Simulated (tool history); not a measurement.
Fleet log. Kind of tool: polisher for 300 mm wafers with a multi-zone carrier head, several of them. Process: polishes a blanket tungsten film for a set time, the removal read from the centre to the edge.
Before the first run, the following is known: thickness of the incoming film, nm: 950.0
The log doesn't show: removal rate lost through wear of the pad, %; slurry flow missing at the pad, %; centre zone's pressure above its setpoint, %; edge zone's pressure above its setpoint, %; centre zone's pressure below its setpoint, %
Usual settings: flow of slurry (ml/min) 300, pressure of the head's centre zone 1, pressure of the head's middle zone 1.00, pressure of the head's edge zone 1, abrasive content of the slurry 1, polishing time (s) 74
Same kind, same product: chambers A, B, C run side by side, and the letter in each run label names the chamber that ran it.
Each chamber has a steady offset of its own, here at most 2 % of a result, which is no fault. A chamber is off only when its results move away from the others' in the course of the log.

| run | day | flow of slurry (ml/min) | pressure of the head's centre zone | pressure of the head's middle zone | pressure of the head's edge zone | abrasive content of the slurry | polishing time (s) | wafers polished on this pad | hours since the slurry nozzle was cleaned | hours since the centre zone pressure was calibrated | hours since the edge zone pressure was calibrated | film removed at the wafer's centre (nm) | film removed at mid-radius (nm) | film removed at the wafer's edge (nm) |
|---|---|---|---|---|---|---|---|---|---|---|---|---|---|---|
| 1C | 0.267 | 300 | 1 | 1.00 | 1 | 1 | 74 | 1314 | 113.2 | 363.5 | 144.9 | 355.13 | 346.82 | 348.21 |
|  | 0.688 | chamber C: worn pad replaced by a new one |
| 2A | 0.758 | 300 | 1 | 1.00 | 1 | 1 | 74 | 379 | 200.0 | 1157.1 | 104.7 | 347.14 | 343.49 | 342.96 |
| 3B | 1.000 | 300 | 1 | 1.00 | 1 | 1 | 74 | 247 | 29.1 | 1058.4 | 243.3 | 345.55 | 345.65 | 351.58 |
| 4B | 1.258 | 300 | 1 | 1.00 | 1 | 1 | 74 | 308 | 35.3 | 1064.6 | 249.5 | 340.06 | 347.70 | 350.03 |
| 5A | 1.733 | 300 | 1 | 1.00 | 1 | 1 | 74 | 609 | 223.4 | 1180.5 | 128.1 | 338.71 | 342.25 | 339.30 |
|  | 2.075 | chamber A: centre zone pressure recalibrated |
| 6C | 2.208 | 300 | 1 | 1.08 | 1 | 1 | 74 | 358 | 159.8 | 410.1 | 191.5 | 344.52 | 365.42 | 345.53 |
| 7A | 2.646 | 300 | 1 | 1.08 | 1 | 1 | 74 | 824 | 245.3 | 13.7 | 150.0 | 350.45 | 367.92 | 339.36 |
| 8B | 3.075 | 300 | 1 | 1.08 | 1 | 1 | 74 | 735 | 78.9 | 1108.2 | 293.1 | 343.94 | 371.55 | 345.95 |
| 9C | 3.542 | 300 | 1 | 1.00 | 1 | 1 | 74 | 672 | 191.8 | 442.1 | 223.5 | 343.64 | 338.48 | 349.49 |
| 10B | 4.071 | 300 | 1 | 1.00 | 1 | 1 | 74 | 970 | 102.8 | 1132.1 | 317.0 | 337.45 | 345.75 | 354.25 |
| 11A | 4.558 | 300 | 1 | 1.00 | 1 | 1 | 74 | 1274 | 291.2 | 59.6 | 195.9 | 348.71 | 340.23 | 343.80 |
| 12C | 5.062 | 300 | 1 | 1.00 | 1 | 1 | 74 | 1030 | 228.3 | 478.6 | 260.0 | 345.51 | 341.12 | 348.11 |
| 13C | 5.371 | 300 | 1 | 1.00 | 1 | 1 | 74 | 1103 | 235.7 | 486.0 | 267.4 | 357.39 | 340.19 | 348.78 |
|  | 5.883 | chamber B: worn pad replaced by a new one |
| 14A | 5.900 | 300 | 1 | 1.00 | 1 | 1 | 74 | 1589 | 323.4 | 91.8 | 228.1 | 346.20 | 343.71 | 345.21 |
| 15B | 6.392 | 300 | 1 | 1.00 | 1 | 1 | 74 | 119 | 158.5 | 1187.8 | 372.7 | 340.67 | 350.21 | 351.87 |
| 16A | 6.708 | 300 | 1 | 1.00 | 1 | 1 | 74 | 1779 | 342.8 | 111.2 | 247.5 | 348.46 | 340.48 | 341.47 |
|  | 6.912 | chamber C: worn pad replaced by a new one |
| 17C | 7.100 | 300 | 1 | 1.00 | 1 | 1 | 74 | 45 | 277.2 | 527.5 | 308.9 | 351.12 | 341.86 | 347.70 |
| 18B | 7.417 | 300 | 1 | 1.00 | 1 | 1 | 74 | 360 | 183.1 | 1212.4 | 397.3 | 343.87 | 349.17 | 348.47 |
| 19A | 7.954 | 300 | 1 | 1.00 | 1 | 1 | 74 | 2073 | 372.7 | 141.1 | 277.4 | 336.79 | 333.26 | 338.65 |
| 20C | 8.450 | 300 | 1 | 1.00 | 1 | 1 | 74 | 362 | 309.6 | 559.9 | 341.3 | 341.60 | 339.07 | 345.13 |
| 21B | 8.988 | 300 | 1 | 1.00 | 1 | 1 | 74 | 730 | 220.8 | 1250.1 | 435.0 | 336.38 | 350.11 | 347.88 |
|  | 9.450 | chamber A: slurry nozzle cleaned |
| 22A | 9.479 | 300 | 1 | 1.00 | 1 | 1 | 74 | 2432 | 0.8 | 177.7 | 314.0 | 333.97 | 329.73 | 330.88 |
| 23B | 9.825 | 300 | 1 | 1.00 | 1 | 1 | 74 | 927 | 240.9 | 1270.2 | 455.1 | 346.67 | 346.53 | 350.95 |
| 24C | 10.162 | 300 | 1 | 1.00 | 1 | 1 | 74 | 765 | 350.7 | 601.0 | 382.4 | 343.09 | 343.12 | 348.28 |
| 25A | 10.642 | 300 | 1 | 1.00 | 1 | 1 | 74 | 2705 | 28.7 | 205.6 | 341.9 | 322.75 | 323.84 | 325.66 |
| 26C | 10.879 | 300 | 1 | 1.00 | 1 | 1 | 74 | 934 | 367.9 | 618.2 | 399.6 | 345.01 | 341.50 | 348.31 |
|  | 11.092 | chamber B: worn pad replaced by a new one |
| 27B | 11.238 | 300 | 1 | 1.00 | 1 | 1 | 74 | 34 | 274.8 | 1304.1 | 489.0 | 342.54 | 345.88 | 350.72 |
| 28C | 11.658 | 300 | 1 | 1.00 | 1 | 1 | 74 | 1117 | 386.6 | 636.9 | 418.3 | 337.98 | 339.26 | 348.92 |
|  | 12.079 | chamber C: centre zone pressure recalibrated |
| 29A | 12.121 | 300 | 1 | 1.00 | 1 | 1 | 74 | 3053 | 64.2 | 241.1 | 377.4 | 314.93 | 316.29 | 320.07 |
| 30B | 12.358 | 300 | 1 | 1.00 | 1 | 1 | 74 | 298 | 301.7 | 1331.0 | 515.9 | 342.82 | 341.76 | 351.09 |
| 31A | 12.762 | 300 | 1 | 1.00 | 1 | 1 | 74 | 3204 | 79.6 | 256.5 | 392.8 | 314.52 | 314.52 | 318.89 |
|  | 13.112 | chamber C: worn pad replaced by a new one |
| 32B | 13.129 | 300 | 1 | 1.00 | 1 | 1 | 74 | 479 | 320.2 | 1349.5 | 534.4 | 349.60 | 345.81 | 351.28 |
| 33C | 13.654 | 300 | 1 | 1.00 | 1 | 1 | 74 | 128 | 434.5 | 37.8 | 466.2 | 345.92 | 341.06 | 347.16 |
| 34B | 13.950 | 300 | 1 | 1.00 | 1 | 1 | 83 | 672 | 339.9 | 1369.2 | 554.1 | 390.96 | 389.33 | 394.01 |
| 35A | 14.404 | 300 | 1 | 1.00 | 1 | 1 | 83 | 3590 | 119.0 | 295.9 | 432.2 | 356.08 | 347.86 | 347.05 |
| 36C | 14.671 | 300 | 1 | 1.00 | 1 | 1 | 83 | 367 | 458.9 | 62.2 | 490.6 | 388.52 | 381.49 | 391.88 |

Read the log: is a single chamber off, either drifting away or since a service, is the gauge that measures every chamber drifting, or is nothing wrong beyond small per-chamber offsets? Name any odd chamber and what most likely caused it.

Chamber A drifts away from the others.
Likeliest cause: removal rate lost through wear of the pad, % = 10.4.

Chamber A could run next with any of the 4 candidate recipes listed below; each alters the usual settings, and their results appear as question marks. Which one brings its results back in line with what the other chambers deliver on the usual settings?
In line here means within this much of the mean the other chambers give on the usual settings: film removed at the wafer's centre (nm) 16.00; film removed at mid-radius (nm) 8.70; film removed at the wafer's edge (nm) 7.90
| 37A-1 | 15.058 | 300 | 1.02 | 1.00 | 0.99 | 1 | 66 |  |  |  |  | ? | ? | ? |
| 37A-2 | 15.058 | 300 | 0.99 | 1.00 | 1.01 | 1 | 84 |  |  |  |  | ? | ? | ? |
| 37A-3 | 15.058 | 300 | 1.01 | 1.00 | 0.99 | 1 | 70 |  |  |  |  | ? | ? | ? |
| 37A-4 | 15.058 | 300 | 0.99 | 1.00 | 1.01 | 1 | 78 |  |  |  |  | ? | ? | ? |

The mean the other chambers reach with the usual settings: film removed at the wafer's centre (nm) 345.43; film removed at mid-radius (nm) 344.86; film removed at the wafer's edge (nm) 348.92
| run | film removed at the wafer's centre (nm) | film removed at mid-radius (nm) | film removed at the wafer's edge (nm) |
|---|---|---|---|
| 37A-1 | 284.30 | 272.98 | 273.15 |
| 37A-2 | 350.15 | 347.48 | 351.29 |
| 37A-3 | 298.28 | 289.55 | 289.71 |
| 37A-4 | 325.14 | 322.66 | 326.19 |
37A-2 puts the chamber back in line with the other chambers.
